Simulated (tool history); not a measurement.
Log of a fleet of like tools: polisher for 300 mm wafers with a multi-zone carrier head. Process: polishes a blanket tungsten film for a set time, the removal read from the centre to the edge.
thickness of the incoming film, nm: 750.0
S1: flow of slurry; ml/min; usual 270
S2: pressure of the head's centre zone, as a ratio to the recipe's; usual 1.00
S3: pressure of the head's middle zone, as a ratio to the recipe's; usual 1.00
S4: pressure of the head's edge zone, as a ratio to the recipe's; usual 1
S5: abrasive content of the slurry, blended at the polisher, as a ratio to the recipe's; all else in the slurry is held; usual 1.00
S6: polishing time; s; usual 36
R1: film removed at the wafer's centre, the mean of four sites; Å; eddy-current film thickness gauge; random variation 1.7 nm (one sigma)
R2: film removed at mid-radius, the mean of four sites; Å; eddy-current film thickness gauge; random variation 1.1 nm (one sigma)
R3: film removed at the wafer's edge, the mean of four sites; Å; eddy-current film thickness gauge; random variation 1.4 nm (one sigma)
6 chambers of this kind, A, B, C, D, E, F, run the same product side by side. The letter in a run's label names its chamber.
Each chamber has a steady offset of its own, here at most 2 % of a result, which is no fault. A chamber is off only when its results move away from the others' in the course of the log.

run,day,S1,S2,S3,S4,S5,S6,R1,R2,R3
# day 0.271: chamber E: worn pad replaced by a new one
1C,0.371,270,1.00,1.00,1,1.00,36,1116.70,1169.80,1121.80
# day 0.396: chamber C: slurry nozzle cleaned
# day 0.467: chamber E: centre zone pressure recalibrated
# day 0.667: chamber B: centre zone pressure recalibrated
# day 0.821: chamber F: worn pad replaced by a new one
2A,1.054,270,1.00,1.00,1,1.00,36,1165.00,1146.90,1152.00
# day 1.221: chamber D: worn pad replaced by a new one
# day 1.317: chamber B: edge zone pressure recalibrated
3E,1.508,270,1.00,1.00,1,1.00,36,1144.50,1146.10,1178.70
# day 1.692: chamber B: worn pad replaced by a new one
4D,2.004,270,1.00,1.00,1,1.00,36,1140.60,1174.90,1191.30
# day 2.312: chamber A: worn pad replaced by a new one
5F,2.521,270,1.00,1.00,1,1.00,36,1142.40,1132.40,1144.70
6B,2.933,270,1.00,1.00,1,1.00,36,1152.70,1180.70,1122.20
# day 3.033: chamber E: edge zone pressure recalibrated
# day 3.058: chamber C: worn pad replaced by a new one
7A,3.412,270,1.00,1.00,1,1.00,36,1142.00,1145.00,1153.00
8B,3.717,270,1.00,1.00,1,1.00,36,1168.20,1147.50,1119.20
9E,4.033,270,1.00,1.00,1,1.00,36,1131.70,1133.10,1157.60
# day 4.167: chamber E: worn pad replaced by a new one
# day 4.267: chamber F: worn pad replaced by a new one
# day 4.633: chamber D: worn pad replaced by a new one
10F,4.683,225,1.05,1.00,1,1.00,36,1205.80,1131.40,1130.10
# day 5.079: chamber B: worn pad replaced by a new one
11C,5.308,225,1.05,1.00,1,1.00,36,1191.70,1114.90,1113.50
12D,5.717,225,1.05,1.00,1,1.00,36,1186.40,1129.90,1112.20
13C,6.204,225,1.05,1.00,1,1.00,36,1179.20,1135.60,1120.30
# day 6.217: chamber A: worn pad replaced by a new one
# day 6.325: chamber C: worn pad replaced by a new one
# day 6.592: chamber D: edge zone pressure recalibrated
14F,6.800,225,1.05,1.00,1,1.00,36,1168.50,1105.50,1135.60
15A,7.108,225,1.05,1.00,1,1.00,36,1190.60,1120.00,1142.20
# day 7.200: chamber F: worn pad replaced by a new one
16E,7.617,270,1.00,1.00,1,1.00,36,1128.70,1153.00,1144.90
# day 7.792: chamber E: worn pad replaced by a new one
# day 7.946: chamber D: worn pad replaced by a new one
17D,8.242,270,1.00,1.00,1,1.00,36,1148.20,1142.00,1167.20
# day 8.517: chamber B: worn pad replaced by a new one
18B,8.862,270,1.00,1.00,1,1.00,36,1147.80,1162.80,1132.60
19A,9.212,270,1.00,1.00,1,1.00,36,1183.40,1145.70,1158.20
# day 9.500: chamber A: worn pad replaced by a new one
20B,9.692,270,1.00,1.00,1,1.00,36,1176.90,1137.00,1112.90
21F,10.012,270,1.00,1.00,1,1.00,36,1155.10,1142.80,1133.90
# day 10.138: chamber C: worn pad replaced by a new one
22D,10.483,270,1.00,1.00,1,1.00,36,1127.50,1159.00,1161.30
# day 10.550: chamber F: worn pad replaced by a new one
# day 10.846: chamber E: worn pad replaced by a new one
23C,10.912,270,1.00,1.00,1,1.20,36,1202.90,1191.00,1205.20
# day 11.067: chamber D: worn pad replaced by a new one
24E,11.471,270,1.00,1.00,1,1.20,36,1202.10,1194.10,1173.90
# day 11.646: chamber D: slurry nozzle cleaned
# day 11.733: chamber A: centre zone pressure recalibrated
# day 11.758: chamber B: worn pad replaced by a new one
25B,11.771,270,1.00,1.00,1,1.20,36,1209.10,1232.20,1209.90
# day 12.175: chamber F: edge zone pressure recalibrated
26E,12.292,270,1.00,1.00,1,1.20,36,1199.30,1183.70,1190.50
# day 12.396: chamber C: centre zone pressure recalibrated
# day 12.479: chamber A: worn pad replaced by a new one
27F,12.646,270,1.00,1.00,1,1.20,36,1202.50,1191.80,1197.50
28A,13.046,270,1.00,1.00,1,1.20,36,1218.60,1212.00,1187.20
# day 13.121: chamber C: worn pad replaced by a new one
29C,13.533,270,1.00,1.00,1,1.00,36,1164.90,1131.70,1156.60
# day 13.725: chamber F: worn pad replaced by a new one
30D,13.938,270,1.00,0.94,1,0.85,36,1071.40,1057.20,1121.50
# day 14.100: chamber F: slurry nozzle cleaned
31E,14.396,270,1.00,0.94,1,0.85,36,1099.30,1039.70,1106.40
32B,14.712,270,1.00,0.94,1,0.85,36,1120.00,1033.80,1073.60
# day 14.762: chamber D: worn pad replaced by a new one
# day 14.921: chamber A: edge zone pressure recalibrated
33A,15.158,270,1.00,0.94,1,0.85,36,1128.50,1041.40,1102.10
34D,15.692,270,1.00,0.94,1,0.85,36,1130.70,1050.70,1120.50
35F,16.067,270,1.00,0.94,1,0.85,36,1113.70,1061.40,1110.60
# day 16.175: chamber C: worn pad replaced by a new one
36C,16.600,270,1.00,1.00,1,0.90,24,747.11,752.86,736.85
37C,17.092,270,1.00,1.00,1,0.90,24,760.81,751.68,739.00

Is one chamber off against the others, does the gauge drift, or is nothing wrong? If a chamber is off, say which, and what the likeliest cause is.

No chamber stands off beyond its own small offset, and the gauge holds steady.
